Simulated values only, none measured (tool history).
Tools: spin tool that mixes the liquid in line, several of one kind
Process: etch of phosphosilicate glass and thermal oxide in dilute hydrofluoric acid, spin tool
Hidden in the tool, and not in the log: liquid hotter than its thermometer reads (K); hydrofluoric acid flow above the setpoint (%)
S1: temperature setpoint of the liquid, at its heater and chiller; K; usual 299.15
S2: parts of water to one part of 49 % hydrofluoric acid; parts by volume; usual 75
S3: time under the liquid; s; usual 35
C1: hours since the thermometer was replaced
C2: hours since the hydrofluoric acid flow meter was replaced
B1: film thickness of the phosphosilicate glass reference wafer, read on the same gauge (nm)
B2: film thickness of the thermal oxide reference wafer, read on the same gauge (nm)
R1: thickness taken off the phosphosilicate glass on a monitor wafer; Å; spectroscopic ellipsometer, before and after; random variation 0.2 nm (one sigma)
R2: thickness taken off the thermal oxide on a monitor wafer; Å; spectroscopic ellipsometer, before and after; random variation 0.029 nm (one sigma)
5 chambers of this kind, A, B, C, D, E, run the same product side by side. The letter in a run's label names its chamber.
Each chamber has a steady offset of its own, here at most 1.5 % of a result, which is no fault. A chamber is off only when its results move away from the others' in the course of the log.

Run 1D, day 0.233: usual settings; C1 824.0; C2 1587.4; B1 90.009; B2 150.03. Result: R1 314.15 Å, R2 24.594 Å.
Run 2A, day 0.471: usual settings; C1 338.1; C2 561.8; B1 90.002; B2 150.02. Result: R1 317.70 Å, R2 24.738 Å.
Run 3E, day 0.679: usual settings; C1 1518.6; C2 1757.6; B1 90.001; B2 150.01. Result: R1 315.13 Å, R2 24.678 Å.
Run 4C, day 0.933: usual settings; C1 934.8; C2 2056.6; B1 89.974; B2 150.04. Result: R1 317.20 Å, R2 24.966 Å.
Run 5B, day 1.188: usual settings; C1 1603.1; C2 635.6; B1 90.033; B2 150.00. Result: R1 315.10 Å, R2 24.735 Å.
Run 6D, day 1.383: usual settings; C1 851.6; C2 1615.0; B1 89.969; B2 149.98. Result: R1 312.96 Å, R2 25.139 Å.
Run 7B, day 1.642: usual settings; C1 1614.0; C2 646.5; B1 90.061; B2 149.98. Result: R1 310.57 Å, R2 24.705 Å.
Run 8C, day 1.833: usual settings but S1 301.15 K; C1 956.4; C2 2078.2; B1 89.989; B2 150.01. Result: R1 342.16 Å, R2 27.007 Å.
Run 9E, day 2.071: usual settings but S1 301.15 K; C1 1552.0; C2 1791.0; B1 90.012; B2 149.99. Result: R1 340.02 Å, R2 27.328 Å.
Run 10A, day 2.317: usual settings but S1 301.15 K; C1 382.4; C2 606.1; B1 89.970; B2 149.99. Result: R1 340.54 Å, R2 26.813 Å.
Run 11C, day 2.483: usual settings but S1 301.15 K; C1 972.0; C2 2093.8; B1 90.050; B2 150.01. Result: R1 341.00 Å, R2 26.830 Å.
Run 12E, day 2.704: usual settings but S1 301.15 K; C1 1567.2; C2 1806.2; B1 89.973; B2 149.99. Result: R1 340.44 Å, R2 27.241 Å.
Run 13A, day 2.867: usual settings; C1 395.6; C2 619.3; B1 89.990; B2 150.02. Result: R1 315.17 Å, R2 24.140 Å.
Run 14B, day 2.983: usual settings; C1 1646.2; C2 678.7; B1 90.025; B2 150.00. Result: R1 311.17 Å, R2 24.584 Å.
Run 15D, day 3.108: usual settings but S2 100 parts by volume, S3 25 s; C1 893.0; C2 1656.4; B1 89.975; B2 150.00. Result: R1 162.73 Å, R2 12.879 Å.
Run 16C, day 3.233: usual settings but S2 100 parts by volume, S3 25 s; C1 990.0; C2 2111.8; B1 89.965; B2 149.99. Result: R1 164.27 Å, R2 12.693 Å.
Run 17B, day 3.412: usual settings but S2 100 parts by volume, S3 25 s; C1 1656.5; C2 689.0; B1 90.001; B2 150.02. Result: R1 162.69 Å, R2 12.645 Å.
Run 18E, day 3.621: usual settings but S2 100 parts by volume, S3 25 s; C1 1589.2; C2 1828.2; B1 89.989; B2 149.96. Result: R1 164.23 Å, R2 12.833 Å.
Run 19A, day 3.858: usual settings but S2 100 parts by volume, S3 25 s; C1 419.4; C2 643.1; B1 90.003; B2 150.03. Result: R1 163.22 Å, R2 13.009 Å.
Run 20D, day 4.125: usual settings; C1 917.4; C2 1680.8; B1 89.981; B2 150.03. Result: R1 313.05 Å, R2 24.130 Å.
Run 21C, day 4.296: usual settings; C1 1015.5; C2 2137.3; B1 89.979; B2 150.03. Result: R1 314.81 Å, R2 24.176 Å.
Run 22B, day 4.450: usual settings; C1 1681.4; C2 713.9; B1 90.013; B2 149.99. Result: R1 311.93 Å, R2 24.851 Å.
Run 23E, day 4.683: usual settings; C1 1614.7; C2 1853.7; B1 89.958; B2 150.00. Result: R1 316.84 Å, R2 24.731 Å.
Run 24A, day 4.825: usual settings; C1 442.6; C2 666.3; B1 89.978; B2 150.04. Result: R1 317.38 Å, R2 24.759 Å.
Run 25D, day 4.962: usual settings; C1 937.5; C2 1700.9; B1 90.022; B2 150.04. Result: R1 310.00 Å, R2 25.114 Å.
Run 26A, day 5.179: usual settings; C1 451.1; C2 674.8; B1 89.984; B2 150.03. Result: R1 316.46 Å, R2 24.503 Å.
Run 27D, day 5.308: usual settings; C1 945.8; C2 1709.2; B1 89.987; B2 149.97. Result: R1 312.99 Å, R2 24.286 Å.
Run 28C, day 5.500: usual settings; C1 1044.4; C2 2166.2; B1 89.975; B2 150.03. Result: R1 315.90 Å, R2 24.902 Å.
At day 5.512: chamber C: hydrofluoric acid flow meter replaced.
Run 29B, day 5.754: usual settings; C1 1712.7; C2 745.2; B1 89.964; B2 149.96. Result: R1 314.10 Å, R2 25.061 Å.
Run 30E, day 6.025: usual settings; C1 1646.9; C2 1885.9; B1 90.041; B2 149.95. Result: R1 317.41 Å, R2 24.693 Å.
Run 31C, day 6.288: usual settings; C1 1063.3; C2 18.7; B1 89.980; B2 150.04. Result: R1 318.05 Å, R2 24.747 Å.
Run 32B, day 6.421: usual settings but S1 301.65 K; C1 1728.7; C2 761.2; B1 90.004; B2 150.03. Result: R1 339.64 Å, R2 27.406 Å.
Run 33A, day 6.588: usual settings but S1 301.65 K; C1 484.9; C2 708.6; B1 90.004; B2 150.00. Result: R1 347.69 Å, R2 27.098 Å.

All 5 chambers run these settings next. Forecast each chamber's results:
Run 34A, day 6.783: usual settings. Result: R1 ?, R2 ?.
Run 34B, day 6.783: usual settings. Result: R1 ?, R2 ?.
Run 34C, day 6.783: usual settings. Result: R1 ?, R2 ?.
Run 34D, day 6.783: usual settings. Result: R1 ?, R2 ?.
Run 34E, day 6.783: usual settings. Result: R1 ?, R2 ?.

run      R1      R2
34A  318.84  24.793
34B  313.88  24.847
34C  311.19  25.091
34D  310.52  24.898
34E  317.15  24.821
